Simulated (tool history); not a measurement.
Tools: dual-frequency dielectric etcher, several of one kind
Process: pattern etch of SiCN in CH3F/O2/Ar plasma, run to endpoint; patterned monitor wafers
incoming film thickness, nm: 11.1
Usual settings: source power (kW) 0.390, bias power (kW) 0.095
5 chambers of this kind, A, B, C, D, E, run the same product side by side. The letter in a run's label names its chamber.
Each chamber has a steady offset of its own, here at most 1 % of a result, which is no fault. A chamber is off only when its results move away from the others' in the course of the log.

run   hour  source power (kW)  bias power (kW)  endpoint time (s)
 1B   10.4              0.390            0.095             26.965
 2A   20.3              0.390            0.095             26.804
      26.0  -- chamber B: wet clean of the chamber
 3D   29.8              0.390            0.095             27.104
 4C   36.2              0.390            0.095             26.782
 5E   43.6              0.390            0.095             27.359
 6E   49.5              0.390            0.095             26.891
 7C   58.7              0.390            0.095             26.590
 8B   68.4              0.390            0.095             27.180
 9D   75.8              0.390            0.095             26.902
10A   81.0              0.390            0.095             27.016
11E   87.8              0.390            0.095             27.078
12D   96.9              0.320            0.074             32.151
13C  102.4              0.320            0.074             31.532
14A  110.4              0.320            0.074             31.864
15B  120.0              0.320            0.074             31.665
16E  127.3              0.320            0.074             32.074
17D  136.5              0.390            0.095             27.281
18A  142.7              0.390            0.095             26.886
19B  147.4              0.390            0.074             29.887
20C  153.0              0.390            0.074             29.273
21A  160.1              0.390            0.074             29.247
22E  170.0              0.390            0.074             29.514
23D  177.6              0.390            0.074             29.678
24B  183.6              0.390            0.095             27.258
25C  190.6              0.390            0.079             28.568
26C  196.8              0.390            0.079             28.909
27A  204.9              0.390            0.079             28.083
28D  210.4              0.390            0.079             28.878
29B  221.0              0.390            0.079             29.224
30E  226.5              0.430            0.095             26.146
31E  231.2              0.430            0.095             26.113
     231.4  -- chamber E: wet clean of the chamber
32B  238.9              0.430            0.095             26.162
33D  246.7              0.430            0.095             26.442
     249.3  -- chamber C: wet clean of the chamber
34A  254.3              0.430            0.095             25.055
35C  261.2              0.390            0.095             26.893
36E  269.7              0.390            0.095             27.323
37C  279.2              0.390            0.095             26.949
38D  284.5              0.390            0.095             27.011
39B  293.2              0.390            0.095             27.168
40A  302.7              0.390            0.095             25.713
41E  307.6              0.390            0.095             27.240
42A  312.6              0.390            0.095             25.669
43D  322.1              0.390            0.095             27.217

All 5 chambers run these settings next. Forecast each chamber's results:
44A  329.7              0.390            0.114                  ?
44B  329.7              0.390            0.114                  ?
44C  329.7              0.390            0.114                  ?
44D  329.7              0.390            0.114                  ?
44E  329.7              0.390            0.114                  ?

run  endpoint time (s)
44A             24.279
44B             25.513
44C             25.173
44D             25.219
44E             25.265
